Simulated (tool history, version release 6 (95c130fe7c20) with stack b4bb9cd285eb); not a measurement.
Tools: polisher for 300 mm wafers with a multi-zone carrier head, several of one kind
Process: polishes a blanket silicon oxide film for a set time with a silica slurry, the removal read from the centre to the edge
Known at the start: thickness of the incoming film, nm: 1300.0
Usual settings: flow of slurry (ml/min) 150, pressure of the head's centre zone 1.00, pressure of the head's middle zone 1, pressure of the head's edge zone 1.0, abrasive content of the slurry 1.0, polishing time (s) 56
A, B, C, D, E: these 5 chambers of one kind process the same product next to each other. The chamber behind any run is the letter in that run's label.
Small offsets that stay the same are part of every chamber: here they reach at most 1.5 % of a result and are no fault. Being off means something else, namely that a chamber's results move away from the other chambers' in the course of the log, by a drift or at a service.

| run | hour | flow of slurry (ml/min) | pressure of the head's centre zone | pressure of the head's middle zone | pressure of the head's edge zone | abrasive content of the slurry | polishing time (s) | film removed at the wafer's centre (nm) | film removed at mid-radius (nm) | film removed at the wafer's edge (nm) |
|---|---|---|---|---|---|---|---|---|---|---|
|  | 6.1 | chamber E: worn pad replaced by a new one |
| 1D | 6.9 | 150 | 1.00 | 1 | 1.0 | 1.0 | 56 | 138.25 | 139.28 | 137.25 |
| 2C | 14.0 | 150 | 1.00 | 1 | 1.0 | 1.0 | 56 | 136.96 | 138.46 | 139.40 |
|  | 16.1 | chamber B: worn pad replaced by a new one |
| 3A | 21.1 | 150 | 1.00 | 1 | 1.0 | 1.0 | 56 | 135.17 | 136.69 | 137.61 |
| 4E | 31.1 | 150 | 1.00 | 1 | 1.0 | 1.0 | 56 | 139.27 | 136.16 | 139.81 |
| 5B | 40.0 | 150 | 1.00 | 1 | 1.0 | 1.0 | 56 | 138.13 | 136.44 | 140.07 |
|  | 45.9 | chamber D: edge zone pressure recalibrated |
| 6D | 50.1 | 150 | 1.00 | 1 | 1.0 | 1.0 | 56 | 137.04 | 137.59 | 138.74 |
| 7A | 57.8 | 150 | 1.00 | 1 | 1.0 | 1.0 | 56 | 135.40 | 138.39 | 137.01 |
| 8B | 68.3 | 150 | 1.00 | 1 | 1.0 | 1.0 | 56 | 137.71 | 138.22 | 139.45 |
|  | 76.3 | chamber C: edge zone pressure recalibrated |
| 9C | 78.8 | 150 | 1.00 | 1 | 1.0 | 1.0 | 56 | 139.33 | 137.69 | 137.75 |
| 10E | 89.1 | 150 | 1.00 | 1 | 1.0 | 1.0 | 56 | 137.66 | 136.41 | 138.38 |
|  | 90.6 | chamber E: worn pad replaced by a new one |
| 11C | 94.6 | 150 | 0.96 | 1 | 1.0 | 1.0 | 64 | 147.91 | 157.08 | 157.93 |
| 12B | 100.0 | 150 | 0.96 | 1 | 1.0 | 1.0 | 64 | 150.83 | 159.23 | 154.57 |
|  | 108.4 | chamber C: worn pad replaced by a new one |
| 13D | 109.2 | 150 | 0.96 | 1 | 1.0 | 1.0 | 64 | 149.95 | 155.73 | 158.88 |
| 14A | 114.6 | 150 | 0.96 | 1 | 1.0 | 1.0 | 64 | 150.07 | 157.14 | 157.39 |
|  | 122.7 | chamber D: worn pad replaced by a new one |
|  | 123.2 | chamber C: slurry nozzle cleaned |
| 15E | 124.7 | 150 | 0.96 | 1 | 1.0 | 1.0 | 64 | 149.80 | 156.86 | 159.18 |
|  | 126.4 | chamber A: slurry nozzle cleaned |
|  | 134.2 | chamber A: worn pad replaced by a new one |
| 16B | 135.3 | 150 | 1.00 | 1 | 1.0 | 1.0 | 62 | 150.78 | 151.06 | 154.65 |
|  | 138.0 | chamber D: slurry nozzle cleaned |
| 17D | 145.1 | 150 | 1.00 | 1 | 1.0 | 1.0 | 62 | 151.21 | 153.16 | 153.83 |
|  | 149.9 | chamber D: centre zone pressure recalibrated |
| 18A | 151.3 | 150 | 1.00 | 1 | 1.0 | 1.0 | 62 | 153.24 | 155.30 | 152.90 |
| 19C | 159.1 | 150 | 1.00 | 1 | 1.0 | 1.0 | 62 | 149.03 | 152.18 | 150.73 |
|  | 164.1 | chamber E: worn pad replaced by a new one |
|  | 165.4 | chamber B: slurry nozzle cleaned |
| 20E | 169.3 | 150 | 1.00 | 1 | 1.0 | 1.0 | 62 | 154.10 | 151.03 | 152.19 |
| 21C | 178.0 | 150 | 1.00 | 1 | 1.0 | 1.0 | 56 | 137.53 | 137.39 | 137.17 |
| 22B | 188.0 | 150 | 1.00 | 1 | 1.0 | 1.0 | 56 | 139.88 | 137.41 | 138.11 |
| 23A | 197.4 | 150 | 1.00 | 1 | 1.0 | 1.0 | 56 | 138.88 | 136.92 | 136.97 |
| 24E | 204.2 | 150 | 1.00 | 1 | 1.0 | 1.0 | 56 | 139.43 | 138.11 | 136.16 |
|  | 208.6 | chamber E: centre zone pressure recalibrated |
| 25D | 209.3 | 150 | 1.00 | 1 | 1.0 | 1.0 | 56 | 135.39 | 136.85 | 138.53 |
|  | 210.4 | chamber B: worn pad replaced by a new one |
| 26D | 217.4 | 150 | 1.00 | 1 | 1.0 | 1.0 | 56 | 137.04 | 139.32 | 140.58 |
|  | 222.6 | chamber C: worn pad replaced by a new one |
| 27C | 223.5 | 150 | 1.00 | 1 | 1.0 | 1.0 | 56 | 137.20 | 137.29 | 139.42 |
| 28B | 234.2 | 150 | 1.00 | 1 | 1.0 | 1.0 | 56 | 137.26 | 140.15 | 139.56 |
|  | 237.8 | chamber B: centre zone pressure recalibrated |
| 29E | 244.1 | 150 | 1.00 | 1 | 1.0 | 1.0 | 56 | 137.23 | 136.50 | 134.43 |
|  | 249.2 | chamber E: worn pad replaced by a new one |
| 30A | 250.2 | 150 | 1.00 | 1 | 0.9 | 1.2 | 56 | 148.80 | 150.65 | 140.09 |
| 31B | 256.1 | 150 | 1.00 | 1 | 0.9 | 1.2 | 56 | 151.22 | 149.58 | 140.49 |
| 32D | 262.1 | 150 | 1.00 | 1 | 0.9 | 1.2 | 56 | 148.19 | 150.00 | 143.60 |
| 33E | 272.3 | 150 | 1.00 | 1 | 0.9 | 1.2 | 56 | 149.22 | 148.61 | 140.03 |
|  | 278.9 | chamber D: worn pad replaced by a new one |
| 34A | 280.1 | 150 | 1.00 | 1 | 0.9 | 1.2 | 56 | 148.98 | 150.29 | 140.78 |
| 35C | 285.1 | 150 | 1.00 | 1 | 1.0 | 1.0 | 56 | 138.02 | 136.11 | 137.77 |
| 36E | 292.7 | 150 | 1.00 | 1 | 1.0 | 1.0 | 56 | 134.64 | 138.35 | 138.15 |
|  | 297.7 | chamber A: worn pad replaced by a new one |
| 37B | 300.5 | 150 | 1.00 | 1 | 1.0 | 1.0 | 56 | 138.37 | 137.48 | 137.37 |
| 38C | 307.8 | 150 | 1.00 | 1 | 1.0 | 1.0 | 56 | 135.70 | 137.12 | 138.65 |
| 39A | 316.7 | 150 | 1.00 | 1 | 1.0 | 1.0 | 56 | 138.38 | 138.43 | 138.03 |
| 40D | 325.2 | 150 | 1.00 | 1 | 1.0 | 1.0 | 56 | 135.98 | 139.76 | 139.19 |
| 41C | 330.6 | 150 | 1.00 | 1 | 1.0 | 1.0 | 56 | 136.18 | 138.14 | 135.97 |

All chambers now run identical settings, listed one chamber a line with results as question marks. What results will each chamber show?
| 42A | 338.6 | 150 | 1.00 | 1 | 1.0 | 1.0 | 56 | ? | ? | ? |
| 42B | 338.6 | 150 | 1.00 | 1 | 1.0 | 1.0 | 56 | ? | ? | ? |
| 42C | 338.6 | 150 | 1.00 | 1 | 1.0 | 1.0 | 56 | ? | ? | ? |
| 42D | 338.6 | 150 | 1.00 | 1 | 1.0 | 1.0 | 56 | ? | ? | ? |
| 42E | 338.6 | 150 | 1.00 | 1 | 1.0 | 1.0 | 56 | ? | ? | ? |

| run | film removed at the wafer's centre (nm) | film removed at mid-radius (nm) | film removed at the wafer's edge (nm) |
|---|---|---|---|
| 42A | 136.54 | 138.24 | 136.25 |
| 42B | 137.79 | 138.65 | 142.97 |
| 42C | 138.70 | 137.03 | 141.63 |
| 42D | 138.25 | 137.82 | 140.56 |
| 42E | 139.99 | 138.24 | 137.80 |
